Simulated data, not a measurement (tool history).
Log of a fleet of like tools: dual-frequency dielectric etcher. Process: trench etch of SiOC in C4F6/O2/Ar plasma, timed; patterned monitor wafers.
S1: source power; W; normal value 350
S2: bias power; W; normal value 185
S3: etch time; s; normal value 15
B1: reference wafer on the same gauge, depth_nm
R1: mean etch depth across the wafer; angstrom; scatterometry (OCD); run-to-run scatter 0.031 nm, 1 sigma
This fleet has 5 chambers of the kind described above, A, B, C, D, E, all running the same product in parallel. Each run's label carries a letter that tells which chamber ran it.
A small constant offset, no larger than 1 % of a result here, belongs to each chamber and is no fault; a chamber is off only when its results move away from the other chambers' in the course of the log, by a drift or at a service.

Run 1B, hour 10.6: usual settings; B1 24.603. Result: R1 295.73 angstrom.
Run 2E, hour 23: usual settings; B1 24.607. Result: R1 298.73 angstrom.
At hour 30.3: chamber D: wet clean of the chamber.
Run 3C, hour 36.8: usual settings; B1 24.604. Result: R1 297.82 angstrom.
Run 4D, hour 45: usual settings; B1 24.61. Result: R1 299.19 angstrom.
Run 5A, hour 56.2: usual settings but S3 11.5 s; B1 24.613. Result: R1 229.85 angstrom.
At hour 57.7: chamber B: wet clean of the chamber.
Run 6D, hour 66: usual settings but S3 11.5 s; B1 24.613. Result: R1 228.84 angstrom.
At hour 70.4: chamber C: wet clean of the chamber.
Run 7E, hour 72.4: usual settings but S3 11.5 s; B1 24.616. Result: R1 229.36 angstrom.
Run 8A, hour 81.9: usual settings but S3 11.5 s; B1 24.617. Result: R1 229.85 angstrom.
At hour 88.5: chamber A: wet clean of the chamber.
Run 9B, hour 93.9: usual settings but S3 11.5 s; B1 24.632. Result: R1 227.42 angstrom.
Run 10C, hour 102.3: usual settings; B1 24.623. Result: R1 296.8 angstrom.
Run 11C, hour 109.9: usual settings; B1 24.628. Result: R1 297.43 angstrom.
Run 12D, hour 120.5: usual settings; B1 24.629. Result: R1 299.12 angstrom.
Run 13B, hour 130.5: usual settings; B1 24.622. Result: R1 296.54 angstrom.
Run 14E, hour 137.5: usual settings; B1 24.638. Result: R1 298.84 angstrom.
Run 15A, hour 144: usual settings; B1 24.632. Result: R1 299.91 angstrom.
At hour 156.6: chamber E: source power generator calibrated.
Run 16E, hour 158.1: usual settings; B1 24.639. Result: R1 299.3 angstrom.
Run 17C, hour 165.6: usual settings; B1 24.64. Result: R1 297.57 angstrom.
Run 18B, hour 172.5: usual settings; B1 24.644. Result: R1 295.89 angstrom.
Run 19A, hour 180.1: usual settings; B1 24.647. Result: R1 300.83 angstrom.
Run 20D, hour 191.4: usual settings; B1 24.643. Result: R1 298.89 angstrom.
Run 21A, hour 202.3: usual settings; B1 24.651. Result: R1 300.42 angstrom.
Run 22D, hour 212.9: usual settings; B1 24.65. Result: R1 299.19 angstrom.
Run 23C, hour 220.6: usual settings but S1 310 W, S2 149 W; B1 24.656. Result: R1 265.21 angstrom.
Run 24E, hour 234: usual settings but S1 310 W, S2 149 W; B1 24.666. Result: R1 266.62 angstrom.
Run 25B, hour 248.1: usual settings but S1 310 W, S2 149 W; B1 24.662. Result: R1 263.48 angstrom.
Run 26E, hour 254.7: usual settings but S1 310 W, S2 149 W; B1 24.664. Result: R1 266.47 angstrom.
Run 27B, hour 265.7: usual settings but S1 310 W, S2 149 W; B1 24.666. Result: R1 263.46 angstrom.
Run 28C, hour 274.9: usual settings; B1 24.666. Result: R1 297.65 angstrom.
Run 29A, hour 282.6: usual settings but S2 168 W; B1 24.67. Result: R1 291.25 angstrom.
Run 30D, hour 289.9: usual settings but S2 168 W; B1 24.673. Result: R1 290.72 angstrom.
Run 31B, hour 299.4: usual settings but S2 168 W; B1 24.671. Result: R1 287.48 angstrom.
Run 32E, hour 307.9: usual settings but S2 168 W; B1 24.672. Result: R1 290.75 angstrom.
Run 33C, hour 318.2: usual settings but S2 168 W; B1 24.684. Result: R1 288.55 angstrom.
Run 34A, hour 328.1: usual settings; B1 24.677. Result: R1 300.72 angstrom.
At hour 337: chamber E: wet clean of the chamber.
Run 35D, hour 337.2: usual settings; B1 24.684. Result: R1 299.75 angstrom.
Run 36E, hour 347.8: usual settings; B1 24.69. Result: R1 300.13 angstrom.
Run 37A, hour 354: usual settings; B1 24.69. Result: R1 300.69 angstrom.
Run 38C, hour 363.6: usual settings; B1 24.695. Result: R1 298.53 angstrom.
Run 39B, hour 376: usual settings; B1 24.694. Result: R1 296.56 angstrom.
Run 40D, hour 390.2: usual settings; B1 24.697. Result: R1 299.61 angstrom.
Run 41A, hour 396.4: usual settings; B1 24.702. Result: R1 300.6 angstrom.
Run 42D, hour 406.2: usual settings; B1 24.699. Result: R1 299.69 angstrom.

Each of the 5 chambers runs these same settings next. Fill in every chamber's results:
Run 43A, hour 416.6: usual settings. Result: R1 ?.
Run 43B, hour 416.6: usual settings. Result: R1 ?.
Run 43C, hour 416.6: usual settings. Result: R1 ?.
Run 43D, hour 416.6: usual settings. Result: R1 ?.
Run 43E, hour 416.6: usual settings. Result: R1 ?.

run      R1
43A     301
43B   297.2
43C  298.56
43D  300.09
43E  299.47
